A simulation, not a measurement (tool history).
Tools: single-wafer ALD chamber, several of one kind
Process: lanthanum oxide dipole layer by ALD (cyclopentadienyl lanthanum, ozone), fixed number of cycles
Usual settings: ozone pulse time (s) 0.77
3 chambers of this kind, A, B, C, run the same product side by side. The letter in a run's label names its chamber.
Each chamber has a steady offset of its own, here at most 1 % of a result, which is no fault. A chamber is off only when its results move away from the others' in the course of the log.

run,hour,ozone pulse time (s),"read-back reference wafer on the same gauge, thickness_nm",mean film thickness on the monitor wafer (angstrom)
1A,5.1,0.77,0.54185,4.5003
2B,9.5,0.77,0.54184,4.5812
3C,13.6,0.77,0.54190,4.5698
4B,20.7,0.77,0.54199,4.5853
5A,27.9,0.77,0.54207,4.4796
6C,34.7,0.77,0.54226,4.5730
7B,41.2,0.77,0.54215,4.5965
8A,47.3,0.90,0.54194,4.7682
9C,53.7,0.90,0.54204,4.8166
10B,58.4,0.90,0.54233,4.8726
11A,63.7,0.77,0.54180,4.4688
12C,68.1,0.77,0.54231,4.5642
13A,71.6,0.77,0.54180,4.4648
14B,78.3,0.77,0.54231,4.5768
15C,85.5,0.77,0.54207,4.5300
16B,89.3,0.77,0.54177,4.5706
17A,93.0,0.77,0.54222,4.4608
18C,98.2,0.77,0.54206,4.5378
19C,103.1,0.77,0.54211,4.5575
20A,108.2,0.77,0.54185,4.4529
21B,114.6,0.77,0.54214,4.5852
22C,121.3,0.77,0.54184,4.5574
23A,128.0,0.77,0.54188,4.4362
24B,134.5,0.77,0.54217,4.5914
25B,139.3,0.77,0.54211,4.5836
26A,144.6,1.00,0.54236,4.8952
27C,150.6,1.00,0.54226,5.0029
28C,154.9,1.00,0.54228,5.0082
29B,159.7,0.68,0.54201,4.3264

What goes on in this fleet: one chamber off, a drifting gauge, or nothing beyond the chambers' own small offsets? Name the chamber and the cause, if any.

Chamber A drifts away from the others.
Cause: ozone dose below that of a generator just serviced (%) = 4.55.

Here are 4 candidates for chamber A's next run, each the usual settings with a change, their results left as question marks. Which one brings its results back in line with what the others give on the usual settings?
In line means no further than this from the other chambers' mean on the usual settings: mean film thickness on the monitor wafer (angstrom) 0.0370
30A-1,165.3,0.83,,?
30A-2,165.3,0.74,,?
30A-3,165.3,0.71,,?
30A-4,165.3,0.80,,?

The other chambers' mean on the usual settings: mean film thickness on the monitor wafer (angstrom) 4.5664
run,mean film thickness on the monitor wafer (angstrom)
30A-1,4.5513
30A-2,4.3287
30A-3,4.2455
30A-4,4.4813
30A-1 brings the chamber back in line.

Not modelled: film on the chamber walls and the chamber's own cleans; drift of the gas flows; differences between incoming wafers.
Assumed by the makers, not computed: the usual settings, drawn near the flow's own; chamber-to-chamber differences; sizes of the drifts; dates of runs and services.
